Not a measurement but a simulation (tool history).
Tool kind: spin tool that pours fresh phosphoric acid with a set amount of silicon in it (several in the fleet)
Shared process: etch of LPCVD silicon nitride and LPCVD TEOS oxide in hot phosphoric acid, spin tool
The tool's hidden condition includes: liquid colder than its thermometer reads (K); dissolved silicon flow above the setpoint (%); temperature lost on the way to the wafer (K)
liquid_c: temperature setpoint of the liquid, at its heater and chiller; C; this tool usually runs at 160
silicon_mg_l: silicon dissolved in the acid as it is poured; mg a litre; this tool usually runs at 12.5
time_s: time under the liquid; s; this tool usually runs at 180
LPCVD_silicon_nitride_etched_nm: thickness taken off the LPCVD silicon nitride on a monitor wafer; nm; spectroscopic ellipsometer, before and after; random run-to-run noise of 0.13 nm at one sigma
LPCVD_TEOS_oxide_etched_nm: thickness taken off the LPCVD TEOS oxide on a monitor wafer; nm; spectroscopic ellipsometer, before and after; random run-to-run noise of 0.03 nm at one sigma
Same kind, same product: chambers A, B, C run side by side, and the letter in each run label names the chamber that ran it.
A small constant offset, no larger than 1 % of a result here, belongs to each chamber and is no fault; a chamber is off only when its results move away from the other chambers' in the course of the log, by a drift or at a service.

| run | hour | liquid_c | silicon_mg_l | time_s | hours since the thermometer was replaced | hours since the dissolved silicon flow meter was replaced | hours since the heated supply line was repaired | read-back film thickness of the LPCVD silicon nitride reference wafer, read on the same gauge (nm) | read-back film thickness of the LPCVD TEOS oxide reference wafer, read on the same gauge (nm) | LPCVD_silicon_nitride_etched_nm | LPCVD_TEOS_oxide_etched_nm |
|---|---|---|---|---|---|---|---|---|---|---|---|
|  | 1.6 | chamber C: thermometer replaced |
| 1C | 2.6 | 160 | 12.5 | 180 | 1 | 833.9 | 375.3 | 30.005 | 130 | 18.795 | 0.75402 |
| 2A | 5.2 | 160 | 12.5 | 180 | 426.4 | 473.3 | 476.5 | 30.002 | 130.01 | 18.553 | 0.80064 |
| 3B | 8.4 | 160 | 12.5 | 180 | 36.1 | 668 | 2007.8 | 29.998 | 130.02 | 18.484 | 0.76285 |
| 4B | 11.3 | 160 | 12.5 | 180 | 39 | 670.9 | 2010.7 | 29.985 | 130 | 18.674 | 0.81653 |
| 5C | 15.1 | 160 | 8.5 | 135 | 13.5 | 846.4 | 387.8 | 29.998 | 130.02 | 13.808 | 0.60649 |
| 6A | 19.4 | 160 | 8.5 | 135 | 440.6 | 487.5 | 490.7 | 30.025 | 130.01 | 13.834 | 0.58509 |
| 7A | 21.9 | 160 | 8.5 | 135 | 443.1 | 490 | 493.2 | 29.999 | 129.99 | 13.798 | 0.57037 |
| 8C | 25 | 160 | 12.5 | 180 | 23.4 | 856.3 | 397.7 | 30 | 130.01 | 18.92 | 0.7367 |
| 9B | 26.9 | 160 | 12.5 | 180 | 54.6 | 686.5 | 2026.3 | 29.996 | 130 | 18.635 | 0.75462 |
| 10C | 29.8 | 160 | 12.5 | 180 | 28.2 | 861.1 | 402.5 | 29.993 | 130 | 18.355 | 0.7139 |
| 11A | 33.8 | 160 | 12.5 | 180 | 455 | 501.9 | 505.1 | 29.999 | 129.99 | 18.391 | 0.75588 |
| 12B | 37.8 | 160 | 12.5 | 180 | 65.5 | 697.4 | 2037.2 | 29.993 | 129.98 | 18.44 | 0.74958 |
| 13B | 39.9 | 160 | 12.5 | 180 | 67.6 | 699.5 | 2039.3 | 30.006 | 130.02 | 18.568 | 0.80439 |
| 14C | 43.6 | 160 | 12.5 | 180 | 42 | 874.9 | 416.3 | 30.001 | 129.99 | 18.931 | 0.73232 |
| 15A | 46.7 | 160 | 12.5 | 180 | 467.9 | 514.8 | 518 | 29.994 | 130 | 18.006 | 0.71265 |
| 16B | 49.9 | 160 | 16.5 | 180 | 77.6 | 709.5 | 2049.3 | 30.02 | 130.01 | 18.509 | 0.68838 |
| 17A | 52.5 | 160 | 16.5 | 180 | 473.7 | 520.6 | 523.8 | 29.994 | 130.02 | 18.448 | 0.64226 |
| 18C | 56.7 | 160 | 16.5 | 180 | 55.1 | 888 | 429.4 | 30.012 | 130.02 | 18.51 | 0.63153 |
| 19B | 59.9 | 160 | 12.5 | 180 | 87.6 | 719.5 | 2059.3 | 30.008 | 130 | 18.47 | 0.75985 |
| 20A | 63 | 160 | 12.5 | 180 | 484.2 | 531.1 | 534.3 | 30.005 | 130 | 18.136 | 0.72794 |
| 21C | 65.8 | 162.5 | 12.5 | 135 | 64.2 | 897.1 | 438.5 | 30.008 | 129.98 | 15.435 | 0.69548 |
| 22A | 68.2 | 162.5 | 12.5 | 135 | 489.4 | 536.3 | 539.5 | 29.995 | 130.05 | 14.764 | 0.67956 |
| 23C | 70.3 | 162.5 | 12.5 | 135 | 68.7 | 901.6 | 443 | 29.99 | 130 | 15.333 | 0.67971 |
| 24B | 74.3 | 160 | 12.5 | 180 | 102 | 733.9 | 2073.7 | 30.018 | 130.02 | 18.432 | 0.71205 |
| 25B | 77.7 | 160 | 12.5 | 180 | 105.4 | 737.3 | 2077.1 | 29.995 | 130.01 | 18.457 | 0.75564 |
| 26A | 80.6 | 160 | 12.5 | 180 | 501.8 | 548.7 | 551.9 | 29.988 | 129.98 | 17.964 | 0.65979 |
| 27C | 84.7 | 160 | 12.5 | 180 | 83.1 | 916 | 457.4 | 30.004 | 130.03 | 18.476 | 0.73428 |
| 28B | 87.1 | 160 | 12.5 | 180 | 114.8 | 746.7 | 2086.5 | 29.998 | 130 | 18.443 | 0.7502 |
| 29A | 89 | 160 | 12.5 | 180 | 510.2 | 557.1 | 560.3 | 29.993 | 129.98 | 18.175 | 0.71262 |
| 30C | 91.1 | 161 | 12.5 | 235 | 89.5 | 922.4 | 463.8 | 29.984 | 130.01 | 25.352 | 1.1375 |
| 31A | 93.3 | 161 | 12.5 | 235 | 514.5 | 561.4 | 564.6 | 30 | 130 | 24.377 | 0.94849 |
| 32B | 95.3 | 161 | 12.5 | 235 | 123 | 754.9 | 2094.7 | 30.009 | 130.03 | 25.172 | 1.0053 |

Read the log: is a single chamber off, either drifting away or since a service, is the gauge that measures every chamber drifting, or is nothing wrong beyond small per-chamber offsets? Name any odd chamber and what most likely caused it.

Chamber A drifts away from the others.
Most likely cause: temperature lost on the way to the wafer (K) = 1.14.
The log may not tell that from: liquid colder than its thermometer reads (K).

Which of the 4 candidates below, each the usual settings with something changed and its results left as question marks, puts chamber A back in line with what the other chambers give on the usual settings?
Maximum distance from the other chambers' mean on the usual settings for a result to count as in line: LPCVD_silicon_nitride_etched_nm 0.45 nm; LPCVD_TEOS_oxide_etched_nm 0.1 nm
| 33A-1 | 98.5 | 160 | 14 | 175 |  |  |  |  |  | ? | ? |
| 33A-2 | 98.5 | 160 | 11 | 185 |  |  |  |  |  | ? | ? |
| 33A-3 | 98.5 | 159.5 | 15.5 | 170 |  |  |  |  |  | ? | ? |
| 33A-4 | 98.5 | 160.5 | 9.5 | 190 |  |  |  |  |  | ? | ? |

The mean the other chambers reach with the usual settings: LPCVD_silicon_nitride_etched_nm 18.617 nm; LPCVD_TEOS_oxide_etched_nm 0.75296 nm
| run | LPCVD_silicon_nitride_etched_nm | LPCVD_TEOS_oxide_etched_nm |
|---|---|---|
| 33A-1 | 17.495 | 0.65554 |
| 33A-2 | 18.495 | 0.74371 |
| 33A-3 | 16.711 | 0.59106 |
| 33A-4 | 19.325 | 0.8204 |
Change 33A-2 lands the chamber within the allowed miss of the other chambers.
